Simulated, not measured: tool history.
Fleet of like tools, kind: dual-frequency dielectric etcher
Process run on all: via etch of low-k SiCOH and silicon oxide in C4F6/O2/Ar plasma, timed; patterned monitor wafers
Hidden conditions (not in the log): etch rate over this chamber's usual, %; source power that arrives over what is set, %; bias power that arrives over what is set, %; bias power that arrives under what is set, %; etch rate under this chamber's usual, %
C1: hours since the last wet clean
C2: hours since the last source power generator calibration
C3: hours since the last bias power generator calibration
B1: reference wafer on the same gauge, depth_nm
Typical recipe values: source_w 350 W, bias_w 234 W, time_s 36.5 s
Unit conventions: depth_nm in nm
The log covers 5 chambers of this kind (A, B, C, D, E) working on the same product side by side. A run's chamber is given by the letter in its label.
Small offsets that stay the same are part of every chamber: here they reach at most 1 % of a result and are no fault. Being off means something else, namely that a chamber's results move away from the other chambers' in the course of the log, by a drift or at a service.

run 1A day=0.262 | source_w=350 bias_w=234 time_s=36.5 | C1=371.4 C2=2184.7 C3=2285.0 | B1=87.691 | depth_nm=97.700
run 2C day=0.454 | source_w=350 bias_w=234 time_s=36.5 | C1=428.6 C2=2188.2 C3=1498.9 | B1=87.674 | depth_nm=98.551
run 3D day=0.717 | source_w=350 bias_w=234 time_s=36.5 | C1=192.7 C2=1657.3 C3=2104.6 | B1=87.664 | depth_nm=98.268
run 4E day=0.908 | source_w=350 bias_w=234 time_s=36.5 | C1=139.6 C2=3968.7 C3=3984.3 | B1=87.719 | depth_nm=97.540
run 5B day=1.088 | source_w=300 bias_w=276 time_s=36.5 | C1=244.7 C2=58.8 C3=1624.8 | B1=87.767 | depth_nm=98.703
run 6D day=1.246 | source_w=300 bias_w=276 time_s=36.5 | C1=205.4 C2=1670.0 C3=2117.3 | B1=87.746 | depth_nm=98.734
run 7A day=1.492 | source_w=300 bias_w=276 time_s=36.5 | C1=400.9 C2=2214.2 C3=2314.5 | B1=87.695 | depth_nm=98.330
run 8C day=1.708 | source_w=300 bias_w=276 time_s=36.5 | C1=458.7 C2=2218.3 C3=1529.0 | B1=87.691 | depth_nm=98.363
run 9B day=1.933 | source_w=300 bias_w=276 time_s=36.5 | C1=265.0 C2=79.1 C3=1645.1 | B1=87.709 | depth_nm=98.466
run 10E day=2.050 | source_w=350 bias_w=282 time_s=36.5 | C1=167.0 C2=3996.1 C3=4011.7 | B1=87.684 | depth_nm=104.840
run 11E day=2.238 | source_w=350 bias_w=282 time_s=36.5 | C1=171.5 C2=4000.6 C3=4016.2 | B1=87.656 | depth_nm=103.890
-- day=2.304 chamber C: wet clean of the chamber
run 12C day=2.425 | source_w=350 bias_w=282 time_s=36.5 | C1=3.0 C2=2235.5 C3=1546.2 | B1=87.720 | depth_nm=105.340
run 13A day=2.567 | source_w=350 bias_w=282 time_s=36.5 | C1=426.7 C2=2240.0 C3=2340.3 | B1=87.743 | depth_nm=104.390
run 14D day=2.729 | source_w=350 bias_w=282 time_s=36.5 | C1=241.0 C2=1705.6 C3=2152.9 | B1=87.706 | depth_nm=104.390
run 15B day=2.958 | source_w=350 bias_w=234 time_s=36.5 | C1=289.6 C2=103.7 C3=1669.7 | B1=87.746 | depth_nm=98.815
run 16D day=3.112 | source_w=350 bias_w=234 time_s=36.5 | C1=250.2 C2=1714.8 C3=2162.1 | B1=87.706 | depth_nm=98.377
run 17B day=3.267 | source_w=350 bias_w=234 time_s=36.5 | C1=297.0 C2=111.1 C3=1677.1 | B1=87.679 | depth_nm=98.741
run 18C day=3.492 | source_w=350 bias_w=234 time_s=36.5 | C1=28.6 C2=2261.1 C3=1571.8 | B1=87.692 | depth_nm=97.904
run 19E day=3.662 | source_w=350 bias_w=234 time_s=36.5 | C1=205.7 C2=4034.8 C3=4050.4 | B1=87.710 | depth_nm=97.397
run 20A day=3.908 | source_w=350 bias_w=234 time_s=36.5 | C1=458.9 C2=2272.2 C3=2372.5 | B1=87.698 | depth_nm=98.128
run 21A day=4.150 | source_w=350 bias_w=234 time_s=36.5 | C1=464.7 C2=2278.0 C3=2378.3 | B1=87.691 | depth_nm=97.292
run 22C day=4.358 | source_w=350 bias_w=234 time_s=36.5 | C1=49.4 C2=2281.9 C3=1592.6 | B1=87.719 | depth_nm=98.337
run 23E day=4.600 | source_w=350 bias_w=234 time_s=36.5 | C1=228.2 C2=4057.3 C3=4072.9 | B1=87.696 | depth_nm=97.098
run 24B day=4.779 | source_w=350 bias_w=234 time_s=36.5 | C1=333.3 C2=147.4 C3=1713.4 | B1=87.673 | depth_nm=98.424
run 25D day=5.000 | source_w=350 bias_w=193 time_s=36.5 | C1=295.5 C2=1760.1 C3=2207.4 | B1=87.724 | depth_nm=92.429
run 26A day=5.258 | source_w=350 bias_w=193 time_s=36.5 | C1=491.3 C2=2304.6 C3=2404.9 | B1=87.696 | depth_nm=91.660
run 27C day=5.396 | source_w=350 bias_w=193 time_s=36.5 | C1=74.3 C2=2306.8 C3=1617.5 | B1=87.729 | depth_nm=92.044
run 28E day=5.654 | source_w=350 bias_w=193 time_s=36.5 | C1=253.5 C2=4082.6 C3=4098.2 | B1=87.664 | depth_nm=90.793
run 29D day=5.888 | source_w=350 bias_w=193 time_s=36.5 | C1=316.8 C2=1781.4 C3=2228.7 | B1=87.698 | depth_nm=92.051
run 30B day=6.075 | source_w=350 bias_w=234 time_s=36.5 | C1=364.4 C2=178.5 C3=1744.5 | B1=87.726 | depth_nm=99.237
run 31A day=6.238 | source_w=350 bias_w=234 time_s=36.5 | C1=514.8 C2=2328.1 C3=2428.4 | B1=87.623 | depth_nm=98.015
run 32B day=6.454 | source_w=350 bias_w=234 time_s=36.5 | C1=373.5 C2=187.6 C3=1753.6 | B1=87.758 | depth_nm=98.743
run 33E day=6.662 | source_w=350 bias_w=234 time_s=36.5 | C1=277.7 C2=4106.8 C3=4122.4 | B1=87.713 | depth_nm=96.530
run 34C day=6.788 | source_w=350 bias_w=234 time_s=36.5 | C1=107.7 C2=2340.2 C3=1650.9 | B1=87.709 | depth_nm=98.403
run 35D day=6.933 | source_w=350 bias_w=234 time_s=36.5 | C1=341.9 C2=1806.5 C3=2253.8 | B1=87.691 | depth_nm=98.779

Decide between three cases: one chamber stands off from its peers, the gauge reading all wafers drifts, or nothing is wrong past each chamber's small offset. Where a chamber is off, say which and what most likely put it there.

It is chamber E that slowly wanders off from its peers.
Likeliest cause: etch rate under this chamber's usual, % = 2.26.
It could be hard to tell apart here from: source power that arrives under what is set, %.

Which of the 4 candidates below, each the usual settings with something changed and its results left as question marks, puts chamber E back in line with what the other chambers give on the usual settings?
A result is in line if it is within this distance of the other chambers' mean on the usual settings: depth_nm 0.940 nm
run 36E-1 day=7.129 | source_w=350 bias_w=234 time_s=35.5 | depth_nm=?
run 36E-2 day=7.129 | source_w=390 bias_w=234 time_s=36.5 | depth_nm=?
run 36E-3 day=7.129 | source_w=350 bias_w=232 time_s=35.0 | depth_nm=?
run 36E-4 day=7.129 | source_w=350 bias_w=234 time_s=37.5 | depth_nm=?

Other chambers, usual settings, mean: depth_nm 98.410 nm
run=36E-1 depth_nm=93.360
run=36E-2 depth_nm=100.110
run=36E-3 depth_nm=91.777
run=36E-4 depth_nm=98.620
It is 36E-4 that realigns the chamber with its peers.

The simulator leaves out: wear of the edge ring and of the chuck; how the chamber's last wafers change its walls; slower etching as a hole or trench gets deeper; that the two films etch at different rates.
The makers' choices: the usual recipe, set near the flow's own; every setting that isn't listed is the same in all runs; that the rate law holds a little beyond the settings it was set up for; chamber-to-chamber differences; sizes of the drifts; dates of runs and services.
